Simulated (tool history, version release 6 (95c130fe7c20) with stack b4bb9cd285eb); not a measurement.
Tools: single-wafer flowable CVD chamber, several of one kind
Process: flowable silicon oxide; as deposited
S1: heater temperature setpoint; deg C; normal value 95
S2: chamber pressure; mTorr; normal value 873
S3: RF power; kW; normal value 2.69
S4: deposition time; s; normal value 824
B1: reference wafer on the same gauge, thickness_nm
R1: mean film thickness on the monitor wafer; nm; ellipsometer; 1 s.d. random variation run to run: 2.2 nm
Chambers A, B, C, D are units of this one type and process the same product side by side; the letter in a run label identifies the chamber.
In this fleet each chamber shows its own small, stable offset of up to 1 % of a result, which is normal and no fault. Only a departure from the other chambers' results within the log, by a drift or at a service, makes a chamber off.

{"run": "1D", "hour": 7.6, "S1": 95, "S2": 873, "S3": 2.69, "S4": 824, "B1": 792.03, "R1": 692.82}
{"run": "2A", "hour": 12.3, "S1": 95, "S2": 873, "S3": 2.69, "S4": 824, "B1": 790.61, "R1": 693.87}
{"run": "3C", "hour": 21.1, "S1": 95, "S2": 873, "S3": 2.69, "S4": 824, "B1": 791.4, "R1": 688.58}
{"run": "4B", "hour": 26.6, "S1": 95, "S2": 873, "S3": 2.69, "S4": 824, "B1": 790.88, "R1": 697.3}
{"run": "5A", "hour": 31.9, "S1": 95, "S2": 873, "S3": 2.69, "S4": 824, "B1": 791.44, "R1": 692.83}
{"run": "6C", "hour": 40.5, "S1": 95, "S2": 711, "S3": 2.69, "S4": 964, "B1": 791.19, "R1": 623.89}
{"run": "7B", "hour": 45.9, "S1": 95, "S2": 711, "S3": 2.69, "S4": 964, "B1": 791.56, "R1": 617.76}
{"hour": 49.9, "done": "chamber C: RF generator calibrated"}
{"run": "8D", "hour": 54.1, "S1": 95, "S2": 711, "S3": 2.69, "S4": 964, "B1": 791.11, "R1": 611.39}
{"run": "9D", "hour": 59.7, "S1": 95, "S2": 711, "S3": 2.69, "S4": 964, "B1": 791.45, "R1": 616.8}
{"run": "10C", "hour": 68.6, "S1": 95, "S2": 873, "S3": 2.69, "S4": 824, "B1": 791.58, "R1": 693.44}
{"run": "11B", "hour": 76.2, "S1": 95, "S2": 873, "S3": 2.69, "S4": 824, "B1": 791.16, "R1": 697.39}
{"run": "12A", "hour": 83.7, "S1": 95, "S2": 873, "S3": 3.165, "S4": 824, "B1": 791.31, "R1": 703.89}
{"run": "13A", "hour": 89.0, "S1": 95, "S2": 873, "S3": 3.165, "S4": 824, "B1": 791.42, "R1": 706.87}
{"run": "14D", "hour": 96.8, "S1": 95, "S2": 873, "S3": 3.165, "S4": 824, "B1": 791.02, "R1": 702.93}
{"run": "15B", "hour": 104.2, "S1": 95, "S2": 873, "S3": 3.165, "S4": 824, "B1": 791.55, "R1": 710.88}
{"run": "16C", "hour": 112.3, "S1": 95, "S2": 873, "S3": 2.69, "S4": 824, "B1": 791.11, "R1": 690.95}
{"run": "17B", "hour": 117.3, "S1": 95, "S2": 873, "S3": 2.69, "S4": 824, "B1": 790.8, "R1": 696.79}
{"run": "18C", "hour": 122.3, "S1": 95, "S2": 873, "S3": 2.69, "S4": 824, "B1": 791.26, "R1": 691.09}
{"run": "19D", "hour": 129.3, "S1": 95, "S2": 873, "S3": 2.69, "S4": 824, "B1": 791.39, "R1": 692.32}
{"run": "20A", "hour": 138.4, "S1": 95, "S2": 873, "S3": 2.69, "S4": 824, "B1": 790.28, "R1": 695.31}
{"run": "21A", "hour": 146.4, "S1": 95, "S2": 873, "S3": 2.69, "S4": 824, "B1": 790.87, "R1": 692.97}
{"run": "22B", "hour": 154.5, "S1": 102, "S2": 697, "S3": 2.69, "S4": 824, "B1": 791.4, "R1": 407.77}
{"run": "23C", "hour": 162.4, "S1": 102, "S2": 697, "S3": 2.69, "S4": 824, "B1": 791.38, "R1": 413.09}
{"hour": 164.2, "done": "chamber D: thermocouple changed; heater temperature recalibrated"}
{"run": "24D", "hour": 168.8, "S1": 102, "S2": 697, "S3": 2.69, "S4": 824, "B1": 791.36, "R1": 394.63}
{"run": "25B", "hour": 174.1, "S1": 102, "S2": 697, "S3": 2.69, "S4": 824, "B1": 791.22, "R1": 405.08}
{"run": "26A", "hour": 181.1, "S1": 95, "S2": 792, "S3": 2.69, "S4": 824, "B1": 791.42, "R1": 613.45}
{"run": "27D", "hour": 189.3, "S1": 95, "S2": 792, "S3": 2.69, "S4": 824, "B1": 791.62, "R1": 594.33}
{"run": "28C", "hour": 197.4, "S1": 95, "S2": 792, "S3": 2.69, "S4": 824, "B1": 790.78, "R1": 609.58}
{"run": "29B", "hour": 201.9, "S1": 95, "S2": 792, "S3": 2.69, "S4": 824, "B1": 791.4, "R1": 613.19}
{"run": "30A", "hour": 208.6, "S1": 89, "S2": 873, "S3": 2.69, "S4": 745, "B1": 791.37, "R1": 762.89}
{"run": "31D", "hour": 215.5, "S1": 89, "S2": 873, "S3": 2.69, "S4": 745, "B1": 791.17, "R1": 740.79}
{"run": "32C", "hour": 220.7, "S1": 89, "S2": 873, "S3": 2.69, "S4": 745, "B1": 791.08, "R1": 757.61}
{"run": "33D", "hour": 227.0, "S1": 89, "S2": 873, "S3": 2.69, "S4": 745, "B1": 790.72, "R1": 739.79}
{"run": "34B", "hour": 236.1, "S1": 95, "S2": 873, "S3": 2.69, "S4": 824, "B1": 790.7, "R1": 696.09}
{"run": "35A", "hour": 243.2, "S1": 95, "S2": 873, "S3": 2.69, "S4": 824, "B1": 790.36, "R1": 697.43}
{"run": "36C", "hour": 251.3, "S1": 95, "S2": 873, "S3": 2.69, "S4": 824, "B1": 791.8, "R1": 692.37}
{"run": "37D", "hour": 255.6, "S1": 95, "S2": 873, "S3": 2.69, "S4": 824, "B1": 790.76, "R1": 673.58}
{"run": "38C", "hour": 261.8, "S1": 95, "S2": 873, "S3": 2.69, "S4": 824, "B1": 790.96, "R1": 691.43}
{"run": "39A", "hour": 267.0, "S1": 95, "S2": 873, "S3": 2.69, "S4": 824, "B1": 791.54, "R1": 694.36}

Decide between three cases: one chamber stands off from its peers, the gauge reading all wafers drifts, or nothing is wrong past each chamber's small offset. Where a chamber is off, say which and what most likely put it there.

A service on chamber D put it out of line with the rest.
Cause: wafer temperature above the value expected at the setpoint (K) = 0.891.

Chamber D could run next with any of the 4 candidate recipes listed below; each alters the usual settings, and their results appear as question marks. Which one brings its results back in line with what the other chambers deliver on the usual settings?
In-line tolerance around the mean of the other chambers on the usual settings: R1 7.6 nm
{"run": "40D-1", "hour": 273.9, "S1": 95, "S2": 870, "S3": 2.69, "S4": 822, "R1": "?"}
{"run": "40D-2", "hour": 273.9, "S1": 95, "S2": 888, "S3": 2.69, "S4": 831, "R1": "?"}
{"run": "40D-3", "hour": 273.9, "S1": 95, "S2": 873, "S3": 2.695, "S4": 833, "R1": "?"}
{"run": "40D-4", "hour": 273.9, "S1": 95, "S2": 873, "S3": 2.68, "S4": 799, "R1": "?"}

Mean of the other chambers on the usual settings: R1 694 nm
run=40D-1 R1=668.74
run=40D-2 R1=693.87
run=40D-3 R1=680.84
run=40D-4 R1=652.71
40D-2 puts the chamber back in line with the other chambers.

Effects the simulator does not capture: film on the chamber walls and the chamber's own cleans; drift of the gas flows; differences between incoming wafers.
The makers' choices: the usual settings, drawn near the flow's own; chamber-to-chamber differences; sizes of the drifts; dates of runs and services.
